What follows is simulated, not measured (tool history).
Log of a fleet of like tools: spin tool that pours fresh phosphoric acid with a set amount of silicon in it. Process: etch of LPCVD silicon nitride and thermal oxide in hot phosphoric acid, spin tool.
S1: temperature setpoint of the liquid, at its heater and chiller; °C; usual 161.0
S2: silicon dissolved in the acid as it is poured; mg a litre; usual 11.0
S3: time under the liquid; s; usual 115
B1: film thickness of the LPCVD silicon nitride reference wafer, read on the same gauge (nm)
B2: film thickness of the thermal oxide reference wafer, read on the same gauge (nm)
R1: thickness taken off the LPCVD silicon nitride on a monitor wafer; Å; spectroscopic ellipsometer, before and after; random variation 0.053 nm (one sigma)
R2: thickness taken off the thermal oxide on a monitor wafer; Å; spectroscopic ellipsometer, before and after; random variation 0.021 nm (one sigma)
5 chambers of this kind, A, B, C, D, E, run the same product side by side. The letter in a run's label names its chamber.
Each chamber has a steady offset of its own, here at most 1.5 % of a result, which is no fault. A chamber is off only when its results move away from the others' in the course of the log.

run   hour     S1    S2   S3      B1      B2       R1      R2
 1A    6.1  161.0  11.0  115  80.001  90.013  111.250  2.8455
 2C   15.0  161.0  11.0  115  79.991  90.000  110.300  2.7058
 3B   21.0  161.0  11.0  115  79.989  89.992  110.060  2.9414
 4E   29.3  161.0  11.0  115  79.976  90.003  111.000  2.8318
 5D   37.8  162.0  11.0  135  79.980  89.996  131.510  3.4890
 6D   44.5  162.0  11.0  135  80.010  90.001  132.210  3.6008
 7C   49.8  162.0  11.0  135  79.971  89.995  133.300  3.1870
 8E   54.9  162.0  11.0  135  80.019  90.000  134.080  3.7556
 9B   64.4  162.0  11.0  135  79.978  90.003  134.150  2.9594
10A   72.5  161.0  11.0  115  79.985  90.009  110.150  2.8871
11B   78.8  163.5  11.0  115  80.019  90.004  119.540  3.0426
12C   87.1  163.5  11.0  115  79.990  89.975  120.470  3.2721
13D   93.2  163.5  11.0  115  80.025  89.998  118.460  2.9652
14E  101.0  163.5  11.0  115  80.008  89.987  120.020  3.2714
15A  110.1  163.5  11.0  115  80.025  89.982  119.980  3.1527
16C  116.6  161.0  11.0  115  79.975  90.005  109.860  2.5391
17D  124.4  161.0  11.0  115  80.027  89.981  109.060  2.7293
18B  129.5  163.0  18.0  115  79.977  89.987  118.530  2.6988
     131.7  -- chamber A: thermometer replaced
19A  134.7  163.0  18.0  115  80.012  89.993  116.760  2.7404
20E  139.4  163.0  18.0  115  79.990  90.016  118.120  2.5856
21C  148.3  163.0  18.0  115  79.954  90.019  117.960  2.6456
22A  152.8  163.0  18.0  115  79.977  90.004  117.380  2.6875
23B  161.1  161.0  11.0  115  79.988  89.999  109.350  3.1760
24D  166.8  161.0  11.0  115  79.975  89.996  109.940  2.4925
25E  174.7  161.0  11.0  115  80.019  89.997  110.210  3.0547
26A  180.6  161.0  11.0  115  80.010  89.992  110.050  2.6544
27B  185.2  161.0  11.0  115  80.014  89.989  111.150  2.3585
28C  191.7  161.0  11.0  150  80.003  90.006  144.810  3.4172
29D  200.3  161.0  11.0  150  79.986  89.965  142.780  3.2756
     200.5  -- chamber A: dissolved silicon flow meter replaced
30E  206.2  161.0  11.0  150  79.995  90.002  144.400  3.3428
31B  214.4  161.0  11.0  150  80.005  90.008  144.040  3.5777
32C  222.5  161.0  11.0  150  79.986  89.994  144.240  3.6205
33D  230.2  161.0  11.0  115  79.992  90.043  108.950  2.8883
34A  234.4  161.0  11.0  115  80.018  89.994  110.280  2.6542
35E  239.6  161.0  11.0  115  80.004  90.009  110.030  2.8635
36E  243.9  161.0  11.0  115  80.015  90.025  110.050  2.4804
37A  252.8  161.0   5.5   50  79.995  90.019   47.878  1.1558
38B  262.4  161.0   5.5   50  79.975  89.997   48.052  1.3401
39D  270.3  161.0   5.5   50  80.022  90.014   47.399  1.2965
40C  276.5  161.0   5.5   50  80.005  89.991   47.993  1.1816
41D  284.9  161.0   5.5   50  80.015  90.021   47.892  1.4227

Next, every chamber runs the same settings. What will each give?
42A  291.8  160.0  11.0  115           ?   ?
42B  291.8  160.0  11.0  115           ?   ?
42C  291.8  160.0  11.0  115           ?   ?
42D  291.8  160.0  11.0  115           ?   ?
42E  291.8  160.0  11.0  115           ?   ?

run       R1      R2
42A  105.550  2.1014
42B  106.170  2.5046
42C  107.480  2.4164
42D  105.620  2.4251
42E  105.870  2.6510

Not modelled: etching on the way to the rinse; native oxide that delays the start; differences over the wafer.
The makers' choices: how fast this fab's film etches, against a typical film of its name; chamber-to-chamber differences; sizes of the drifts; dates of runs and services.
